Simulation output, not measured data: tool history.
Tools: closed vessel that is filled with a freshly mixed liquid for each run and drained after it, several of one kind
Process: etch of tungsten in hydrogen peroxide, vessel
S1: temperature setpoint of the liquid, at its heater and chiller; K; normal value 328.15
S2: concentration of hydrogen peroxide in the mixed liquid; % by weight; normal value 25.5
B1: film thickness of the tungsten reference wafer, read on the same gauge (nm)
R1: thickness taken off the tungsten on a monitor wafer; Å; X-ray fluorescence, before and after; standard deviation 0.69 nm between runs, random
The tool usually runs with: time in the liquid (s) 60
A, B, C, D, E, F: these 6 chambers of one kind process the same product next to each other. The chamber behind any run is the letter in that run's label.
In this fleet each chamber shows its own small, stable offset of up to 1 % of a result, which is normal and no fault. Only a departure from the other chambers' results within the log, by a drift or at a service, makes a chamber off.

{"run": "1C", "day": 0.429, "S1": 328.15, "S2": 25.5, "time in the liquid (s)": 60, "B1": 40.011, "R1": 762.33}
{"run": "2B", "day": 0.921, "S1": 328.15, "S2": 25.5, "time in the liquid (s)": 60, "B1": 40.004, "R1": 770.64}
{"day": 1.012, "done": "chamber D: new drum of peroxide connected"}
{"run": "3D", "day": 1.35, "S1": 328.15, "S2": 25.5, "time in the liquid (s)": 60, "B1": 40.001, "R1": 771.38}
{"run": "4E", "day": 1.679, "S1": 328.15, "S2": 25.5, "time in the liquid (s)": 60, "B1": 39.964, "R1": 765.19}
{"run": "5F", "day": 2.071, "S1": 328.15, "S2": 25.5, "time in the liquid (s)": 60, "B1": 40.02, "R1": 770.63}
{"run": "6A", "day": 2.296, "S1": 328.15, "S2": 25.5, "time in the liquid (s)": 60, "B1": 40.015, "R1": 768.93}
{"run": "7A", "day": 2.617, "S1": 328.15, "S2": 25.5, "time in the liquid (s)": 60, "B1": 39.962, "R1": 766.61}
{"run": "8B", "day": 3.05, "S1": 328.15, "S2": 25.5, "time in the liquid (s)": 60, "B1": 39.996, "R1": 764.83}
{"run": "9F", "day": 3.546, "S1": 328.15, "S2": 25.5, "time in the liquid (s)": 60, "B1": 40.012, "R1": 777.31}
{"run": "10D", "day": 4.012, "S1": 328.15, "S2": 25.5, "time in the liquid (s)": 60, "B1": 40.012, "R1": 800.0}
{"run": "11C", "day": 4.425, "S1": 328.15, "S2": 25.5, "time in the liquid (s)": 60, "B1": 40.029, "R1": 755.56}
{"run": "12E", "day": 4.721, "S1": 328.15, "S2": 25.5, "time in the liquid (s)": 60, "B1": 39.989, "R1": 778.13}
{"run": "13D", "day": 5.108, "S1": 328.15, "S2": 25.5, "time in the liquid (s)": 60, "B1": 40.029, "R1": 794.4}
{"run": "14B", "day": 5.479, "S1": 328.15, "S2": 25.5, "time in the liquid (s)": 60, "B1": 40.041, "R1": 763.56}
{"run": "15A", "day": 5.967, "S1": 322.15, "S2": 19.5, "time in the liquid (s)": 60, "B1": 39.94, "R1": 471.44}
{"day": 6.104, "done": "chamber A: new drum of peroxide connected"}
{"run": "16C", "day": 6.4, "S1": 322.15, "S2": 19.5, "time in the liquid (s)": 60, "B1": 39.978, "R1": 463.84}
{"run": "17E", "day": 6.625, "S1": 322.15, "S2": 19.5, "time in the liquid (s)": 60, "B1": 40.0, "R1": 466.08}
{"run": "18F", "day": 6.846, "S1": 322.15, "S2": 19.5, "time in the liquid (s)": 60, "B1": 39.983, "R1": 475.26}
{"run": "19E", "day": 7.133, "S1": 322.15, "S2": 19.5, "time in the liquid (s)": 60, "B1": 39.999, "R1": 468.16}
{"run": "20D", "day": 7.542, "S1": 322.15, "S2": 19.5, "time in the liquid (s)": 60, "B1": 39.984, "R1": 481.28}
{"run": "21A", "day": 7.962, "S1": 328.15, "S2": 25.5, "time in the liquid (s)": 60, "B1": 40.018, "R1": 775.47}
{"run": "22F", "day": 8.342, "S1": 328.15, "S2": 25.5, "time in the liquid (s)": 60, "B1": 39.99, "R1": 757.83}
{"day": 8.388, "done": "chamber A: thermometer replaced"}
{"run": "23C", "day": 8.588, "S1": 328.15, "S2": 25.5, "time in the liquid (s)": 60, "B1": 39.986, "R1": 761.65}
{"run": "24B", "day": 9.042, "S1": 328.15, "S2": 25.5, "time in the liquid (s)": 60, "B1": 39.98, "R1": 768.86}
{"run": "25F", "day": 9.279, "S1": 328.15, "S2": 25.5, "time in the liquid (s)": 60, "B1": 39.992, "R1": 758.18}
{"run": "26D", "day": 9.546, "S1": 328.15, "S2": 25.5, "time in the liquid (s)": 60, "B1": 39.968, "R1": 816.16}
{"run": "27C", "day": 9.921, "S1": 328.15, "S2": 25.5, "time in the liquid (s)": 60, "B1": 40.017, "R1": 757.85}
{"run": "28E", "day": 10.383, "S1": 328.15, "S2": 25.5, "time in the liquid (s)": 60, "B1": 40.004, "R1": 767.23}
{"run": "29B", "day": 10.892, "S1": 328.15, "S2": 25.5, "time in the liquid (s)": 60, "B1": 40.01, "R1": 784.92}
{"run": "30A", "day": 11.229, "S1": 328.15, "S2": 25.5, "time in the liquid (s)": 60, "B1": 40.025, "R1": 783.47}
{"run": "31F", "day": 11.725, "S1": 328.15, "S2": 25.5, "time in the liquid (s)": 60, "B1": 40.018, "R1": 778.28}
{"run": "32C", "day": 12.046, "S1": 328.15, "S2": 25.5, "time in the liquid (s)": 60, "B1": 40.003, "R1": 759.63}
{"run": "33D", "day": 12.512, "S1": 328.15, "S2": 25.5, "time in the liquid (s)": 60, "B1": 39.995, "R1": 832.44}
{"run": "34A", "day": 12.983, "S1": 328.15, "S2": 25.5, "time in the liquid (s)": 60, "B1": 39.991, "R1": 784.39}
{"run": "35B", "day": 13.404, "S1": 328.15, "S2": 25.5, "time in the liquid (s)": 60, "B1": 40.019, "R1": 764.53}
{"run": "36E", "day": 13.888, "S1": 328.15, "S2": 25.5, "time in the liquid (s)": 60, "B1": 40.012, "R1": 774.43}
{"run": "37D", "day": 14.225, "S1": 328.15, "S2": 25.5, "time in the liquid (s)": 60, "B1": 40.001, "R1": 836.13}
{"run": "38A", "day": 14.467, "S1": 328.15, "S2": 20.0, "time in the liquid (s)": 60, "B1": 40.024, "R1": 690.18}

All chambers now run identical settings, listed one chamber a line with results as question marks. What results will each chamber show?
{"run": "39A", "day": 14.833, "S1": 322.65, "S2": 25.5, "time in the liquid (s)": 60, "R1": "?"}
{"run": "39B", "day": 14.833, "S1": 322.65, "S2": 25.5, "time in the liquid (s)": 60, "R1": "?"}
{"run": "39C", "day": 14.833, "S1": 322.65, "S2": 25.5, "time in the liquid (s)": 60, "R1": "?"}
{"run": "39D", "day": 14.833, "S1": 322.65, "S2": 25.5, "time in the liquid (s)": 60, "R1": "?"}
{"run": "39E", "day": 14.833, "S1": 322.65, "S2": 25.5, "time in the liquid (s)": 60, "R1": "?"}
{"run": "39F", "day": 14.833, "S1": 322.65, "S2": 25.5, "time in the liquid (s)": 60, "R1": "?"}

run=39A R1=547.04
run=39B R1=565.29
run=39C R1=547.96
run=39D R1=603.29
run=39E R1=558.87
run=39F R1=550.17
